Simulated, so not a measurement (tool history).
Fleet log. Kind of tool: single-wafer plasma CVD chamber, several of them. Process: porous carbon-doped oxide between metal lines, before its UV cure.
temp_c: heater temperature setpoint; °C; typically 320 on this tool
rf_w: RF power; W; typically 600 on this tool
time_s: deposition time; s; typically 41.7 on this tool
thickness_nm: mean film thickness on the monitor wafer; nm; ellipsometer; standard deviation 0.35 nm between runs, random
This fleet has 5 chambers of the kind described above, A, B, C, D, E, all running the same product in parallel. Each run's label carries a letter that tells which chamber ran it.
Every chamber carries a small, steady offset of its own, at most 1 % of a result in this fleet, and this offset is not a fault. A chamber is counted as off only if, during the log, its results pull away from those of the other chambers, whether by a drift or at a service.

run,hour,temp_c,rf_w,time_s,hours since the last thermocouple change,hours since the last RF generator calibration,"read-back reference wafer on the same gauge, thickness_nm",thickness_nm
# hour 3.2: chamber A: RF generator calibrated
1D,4.6,320,600,41.7,930.6,1342.4,229.01,226.47
2A,9.2,320,600,41.7,1502.9,6,228.93,226.8
3C,13.4,320,600,41.7,889.2,289.6,229.01,227.42
4E,18.1,320,600,41.7,443.7,1898.8,228.92,227.64
5B,22,320,600,41.7,73.2,641.7,228.74,225.06
6C,25.5,320,600,41.7,901.3,301.7,228.81,228.16
7D,31.1,320,600,41.7,957.1,1368.9,228.72,226.48
8B,35.2,320,600,41.7,86.4,654.9,228.71,225.18
9E,39.5,320,600,41.7,465.1,1920.2,228.75,227.1
10A,43.6,320,600,41.7,1537.3,40.4,228.68,225.72
11B,48.7,320,600,41.7,99.9,668.4,228.64,225.11
12A,54.2,320,600,41.7,1547.9,51,228.55,226.3
13D,59.4,320,600,41.7,985.4,1397.2,228.48,225.99
14C,65.7,320,600,41.7,941.5,341.9,228.51,227.31
15E,71.5,320,600,41.7,497.1,1952.2,228.42,226.94
16B,75.6,320,600,41.7,126.8,695.3,228.35,224.67
17D,82.2,320,600,41.7,1008.2,1420,228.32,225.26
18A,86.2,320,600,41.7,1579.9,83,228.26,226.39
19E,89.6,320,600,41.7,515.2,1970.3,228.23,226.78
20C,93.4,320,600,41.7,969.2,369.6,228.29,227.95
21B,97.4,308,645,41.7,148.6,717.1,228.14,250.52
22A,103.9,308,645,41.7,1597.6,100.7,228.2,253.07
23C,109.4,308,645,41.7,985.2,385.6,228.22,253.55
24E,115.7,308,645,41.7,541.3,1996.4,228.1,253.41
25D,122.6,308,645,41.7,1048.6,1460.4,228.03,251.87
26C,126,320,600,41.7,1001.8,402.2,228.06,227.09
27B,129.9,320,600,41.7,181.1,749.6,227.98,224.28
28D,135.4,320,600,41.7,1061.4,1473.2,227.91,225.25
29E,139.7,320,600,41.7,565.3,2020.4,227.87,225.69
30A,146.6,320,600,41.7,1640.3,143.4,227.82,225.05
31C,150.3,320,600,41.7,1026.1,426.5,227.83,226.69
32D,153.9,320,600,41.7,1079.9,1491.7,227.83,225.29
33A,159.7,320,600,46,1653.4,156.5,227.82,248.33
34B,165.8,320,600,46,217,785.5,227.76,246.45
35E,172.3,320,600,46,597.9,2053,227.56,248.01
36C,176.7,320,600,46,1052.5,452.9,227.59,250.12
37B,181.2,320,600,46,232.4,800.9,227.57,246.53

One chamber off, gauge drift, or nothing amiss beyond the chambers' own small offsets? If it is a chamber, which one, and what is the likeliest cause?

None of the chambers is off. What moves is the gauge, dragging all their readings along together.
What lies behind it: gauge reads low (%) = 0.644.
